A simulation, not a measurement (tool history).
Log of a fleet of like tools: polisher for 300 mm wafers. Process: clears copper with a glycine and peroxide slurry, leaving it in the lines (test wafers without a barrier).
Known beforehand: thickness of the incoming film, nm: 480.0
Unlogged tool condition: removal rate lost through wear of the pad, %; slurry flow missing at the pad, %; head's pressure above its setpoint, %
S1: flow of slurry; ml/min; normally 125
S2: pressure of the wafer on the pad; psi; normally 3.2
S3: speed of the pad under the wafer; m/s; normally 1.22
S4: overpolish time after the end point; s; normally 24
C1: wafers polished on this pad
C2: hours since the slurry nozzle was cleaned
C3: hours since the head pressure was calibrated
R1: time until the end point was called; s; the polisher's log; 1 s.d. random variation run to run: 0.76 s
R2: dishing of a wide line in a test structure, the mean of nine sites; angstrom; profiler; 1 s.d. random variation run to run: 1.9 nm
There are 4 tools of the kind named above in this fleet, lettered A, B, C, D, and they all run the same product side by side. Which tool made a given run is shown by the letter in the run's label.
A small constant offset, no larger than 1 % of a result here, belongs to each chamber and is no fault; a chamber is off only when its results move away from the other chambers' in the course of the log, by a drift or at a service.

run,hour,S1,S2,S3,S4,C1,C2,C3,R1,R2
# hour 6.6: chamber A: worn pad replaced by a new one
1C,9.3,125,3.2,1.22,24,461,31.5,494.4,53.833,800.00
# hour 12.5: chamber D: worn pad replaced by a new one
# hour 18.4: chamber A: slurry nozzle cleaned
2D,21.2,125,3.2,1.22,24,62,59.9,327.3,55.334,802.64
3A,34.7,125,3.2,1.22,24,200,16.3,211.7,54.203,740.34
4B,44.8,125,3.2,1.22,24,1116,62.8,66.9,55.520,820.86
# hour 50.5: chamber B: worn pad replaced by a new one
# hour 51.5: chamber C: worn pad replaced by a new one
5A,59.4,125,3.2,1.22,24,376,41.0,236.4,55.606,804.08
6D,71.0,125,3.2,1.22,24,417,109.7,377.1,54.522,768.88
# hour 81.5: chamber A: worn pad replaced by a new one
7B,83.0,125,3.2,1.22,24,231,101.0,105.1,53.977,758.49
8C,92.5,125,3.2,1.22,24,292,114.7,577.6,55.500,779.84
9D,105.3,125,3.2,1.22,24,661,144.0,411.4,56.233,774.10
10A,116.2,125,3.2,1.22,24,247,97.8,293.2,54.658,799.30
# hour 121.4: chamber A: head pressure recalibrated
11C,124.4,125,3.2,1.22,24,519,146.6,609.5,54.579,796.69
12B,131.5,125,3.2,1.22,24,577,149.5,153.6,55.073,810.86
13A,138.0,125,3.2,1.22,24,402,119.6,16.6,55.023,807.19
14B,145.4,125,3.2,1.22,24,676,163.4,167.5,54.104,771.28
# hour 155.2: chamber C: worn pad replaced by a new one
15D,158.3,125,3.9,1.22,24,1038,197.0,464.4,45.222,845.19
# hour 165.3: chamber A: worn pad replaced by a new one
16C,165.5,125,3.9,1.22,24,73,187.7,650.6,45.197,838.99
17B,178.2,125,3.9,1.22,24,909,196.2,200.3,45.868,872.61
18A,192.2,125,3.9,1.22,24,191,173.8,70.8,45.740,858.34
19C,199.0,125,3.2,1.22,24,312,221.2,684.1,55.265,801.94
20D,211.8,125,3.2,1.22,24,1419,250.5,517.9,53.640,740.61
# hour 211.9: chamber D: worn pad replaced by a new one
# hour 223.5: chamber B: worn pad replaced by a new one
21B,224.2,125,3.2,1.22,24,4,242.2,246.3,55.663,822.79
22D,236.1,125,3.2,1.22,24,172,274.8,542.2,53.125,787.40
# hour 243.0: chamber C: worn pad replaced by a new one
23C,245.7,125,3.2,1.22,24,19,267.9,730.8,54.550,800.83
# hour 253.8: chamber A: worn pad replaced by a new one
24A,258.2,125,3.2,1.22,24,31,239.8,136.8,55.666,796.33
25D,272.3,125,3.2,1.22,24,430,311.0,578.4,55.700,760.35
26A,278.9,125,3.2,1.22,24,179,260.5,157.5,55.511,765.52
27B,288.4,125,3.2,1.22,24,462,306.4,310.5,54.705,780.95

Read the log: is a single chamber off, either drifting away or since a service, is the gauge that measures every chamber drifting, or is nothing wrong beyond small per-chamber offsets? Name any odd chamber and what most likely caused it.

No chamber stands off beyond its own small offset, and the gauge holds steady.

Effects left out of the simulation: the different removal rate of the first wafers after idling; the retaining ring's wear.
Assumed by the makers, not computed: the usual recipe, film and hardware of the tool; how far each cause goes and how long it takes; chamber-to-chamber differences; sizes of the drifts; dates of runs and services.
